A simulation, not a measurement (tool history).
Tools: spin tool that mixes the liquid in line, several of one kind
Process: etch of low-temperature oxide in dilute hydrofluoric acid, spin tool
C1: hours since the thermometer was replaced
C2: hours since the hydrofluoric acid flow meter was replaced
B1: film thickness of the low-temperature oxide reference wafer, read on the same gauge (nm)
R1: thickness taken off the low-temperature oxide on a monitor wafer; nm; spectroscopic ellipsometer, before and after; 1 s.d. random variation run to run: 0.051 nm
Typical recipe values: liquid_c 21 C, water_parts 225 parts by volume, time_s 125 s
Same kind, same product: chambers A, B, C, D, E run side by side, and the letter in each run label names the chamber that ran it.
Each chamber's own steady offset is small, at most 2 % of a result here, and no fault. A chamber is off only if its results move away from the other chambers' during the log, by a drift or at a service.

Run 1A, hour 8.3: usual settings; C1 137.7; C2 488.2; B1 90.028. Result: R1 7.0805 nm.
Run 2B, hour 20.6: usual settings; C1 912.2; C2 1748.6; B1 89.980. Result: R1 7.0860 nm.
Run 3C, hour 28.1: usual settings; C1 2718.3; C2 1530.4; B1 90.008. Result: R1 7.1682 nm.
Run 4E, hour 34.0: usual settings; C1 527.0; C2 1755.7; B1 89.994. Result: R1 7.0757 nm.
Run 5D, hour 42.2: usual settings; C1 826.3; C2 877.5; B1 90.017. Result: R1 7.0469 nm.
Run 6E, hour 55.4: usual settings; C1 548.4; C2 1777.1; B1 90.014. Result: R1 7.0490 nm.
Run 7B, hour 67.2: usual settings; C1 958.8; C2 1795.2; B1 89.987. Result: R1 7.0720 nm.
Run 8C, hour 76.5: usual settings; C1 2766.7; C2 1578.8; B1 90.038. Result: R1 7.0908 nm.
At hour 84.4: chamber E: hydrofluoric acid flow meter replaced.
Run 9A, hour 87.6: usual settings but water_parts 175 parts by volume; C1 217.0; C2 567.5; B1 89.998. Result: R1 9.6064 nm.
At hour 89.7: chamber B: hydrofluoric acid flow meter replaced.
Run 10D, hour 99.3: usual settings but water_parts 175 parts by volume; C1 883.4; C2 934.6; B1 89.988. Result: R1 9.5563 nm.
Run 11C, hour 110.8: usual settings but water_parts 175 parts by volume; C1 2801.0; C2 1613.1; B1 90.033. Result: R1 9.6475 nm.
Run 12B, hour 117.4: usual settings but water_parts 175 parts by volume; C1 1009.0; C2 27.8; B1 89.994. Result: R1 9.6425 nm.
Run 13D, hour 129.3: usual settings but water_parts 175 parts by volume; C1 913.4; C2 964.6; B1 90.011. Result: R1 9.4504 nm.
Run 14E, hour 139.9: usual settings; C1 632.9; C2 55.5; B1 89.991. Result: R1 7.0209 nm.
At hour 140.2: chamber C: hydrofluoric acid flow meter replaced.
Run 15A, hour 148.4: usual settings; C1 277.8; C2 628.3; B1 90.010. Result: R1 7.0419 nm.
Run 16E, hour 160.9: usual settings; C1 653.9; C2 76.5; B1 90.004. Result: R1 7.0426 nm.
Run 17B, hour 171.0: usual settings; C1 1062.6; C2 81.4; B1 90.003. Result: R1 7.1039 nm.
Run 18C, hour 181.8: usual settings; C1 2872.0; C2 41.6; B1 89.972. Result: R1 7.1760 nm.
Run 19A, hour 189.1: usual settings; C1 318.5; C2 669.0; B1 89.994. Result: R1 7.0194 nm.
Run 20D, hour 202.6: usual settings; C1 986.7; C2 1037.9; B1 90.002. Result: R1 6.9146 nm.
Run 21E, hour 209.2: usual settings; C1 702.2; C2 124.8; B1 90.007. Result: R1 7.0543 nm.
Run 22A, hour 221.9: usual settings; C1 351.3; C2 701.8; B1 90.008. Result: R1 7.0680 nm.
Run 23B, hour 230.3: usual settings; C1 1121.9; C2 140.7; B1 89.985. Result: R1 7.1276 nm.
Run 24D, hour 242.9: usual settings; C1 1027.0; C2 1078.2; B1 90.014. Result: R1 6.7933 nm.
Run 25C, hour 253.4: usual settings; C1 2943.6; C2 113.2; B1 89.994. Result: R1 7.1929 nm.
Run 26B, hour 263.6: usual settings; C1 1155.2; C2 174.0; B1 89.991. Result: R1 7.0413 nm.
Run 27A, hour 274.6: usual settings; C1 404.0; C2 754.5; B1 89.983. Result: R1 7.0334 nm.
Run 28D, hour 285.9: usual settings but water_parts 145 parts by volume; C1 1070.0; C2 1121.2; B1 89.960. Result: R1 11.4000 nm.
Run 29E, hour 299.2: usual settings but water_parts 145 parts by volume; C1 792.2; C2 214.8; B1 89.975. Result: R1 12.1180 nm.
Run 30C, hour 308.2: usual settings but water_parts 145 parts by volume; C1 2998.4; C2 168.0; B1 89.996. Result: R1 11.9010 nm.
Run 31B, hour 319.4: usual settings but water_parts 145 parts by volume; C1 1211.0; C2 229.8; B1 90.025. Result: R1 12.1440 nm.
Run 32D, hour 327.1: usual settings but water_parts 145 parts by volume; C1 1111.2; C2 1162.4; B1 89.987. Result: R1 11.4780 nm.
Run 33C, hour 337.3: usual settings; C1 3027.5; C2 197.1; B1 89.982. Result: R1 7.2339 nm.
At hour 339.6: chamber C: thermometer replaced.
Run 34E, hour 347.8: usual settings; C1 840.8; C2 263.4; B1 90.019. Result: R1 7.0991 nm.
Run 35A, hour 356.8: usual settings; C1 486.2; C2 836.7; B1 90.013. Result: R1 7.0012 nm.
Run 36A, hour 368.7: usual settings; C1 498.1; C2 848.6; B1 89.997. Result: R1 7.1519 nm.
Run 37D, hour 379.7: usual settings; C1 1163.8; C2 1215.0; B1 89.983. Result: R1 6.7119 nm.
Run 38B, hour 388.1: usual settings; C1 1279.7; C2 298.5; B1 89.993. Result: R1 7.1836 nm.
Run 39C, hour 395.2: usual settings; C1 55.7; C2 255.0; B1 89.976. Result: R1 7.2124 nm.
Run 40E, hour 403.4: usual settings; C1 896.4; C2 319.0; B1 89.995. Result: R1 7.0157 nm.
Run 41B, hour 411.1: usual settings; C1 1302.7; C2 321.5; B1 89.986. Result: R1 7.1989 nm.
Run 42E, hour 421.0: usual settings; C1 914.0; C2 336.6; B1 89.975. Result: R1 7.0163 nm.
Run 43A, hour 431.2: usual settings but liquid_c 19 C; C1 560.6; C2 911.1; B1 89.985. Result: R1 6.5853 nm.
At hour 435.5: chamber D: thermometer replaced.
Run 44D, hour 441.9: usual settings but liquid_c 19 C; C1 6.5; C2 1277.2; B1 90.002. Result: R1 6.0005 nm.

Predict what each chamber gives when all 5 of them run the settings below next.
Run 45A, hour 451.7: usual settings but time_s 95 s. Result: R1 ?.
Run 45B, hour 451.7: usual settings but time_s 95 s. Result: R1 ?.
Run 45C, hour 451.7: usual settings but time_s 95 s. Result: R1 ?.
Run 45D, hour 451.7: usual settings but time_s 95 s. Result: R1 ?.
Run 45E, hour 451.7: usual settings but time_s 95 s. Result: R1 ?.

run      R1
45A  5.3505
45B  5.4601
45C  5.4796
45D  4.9279
45E  5.3490

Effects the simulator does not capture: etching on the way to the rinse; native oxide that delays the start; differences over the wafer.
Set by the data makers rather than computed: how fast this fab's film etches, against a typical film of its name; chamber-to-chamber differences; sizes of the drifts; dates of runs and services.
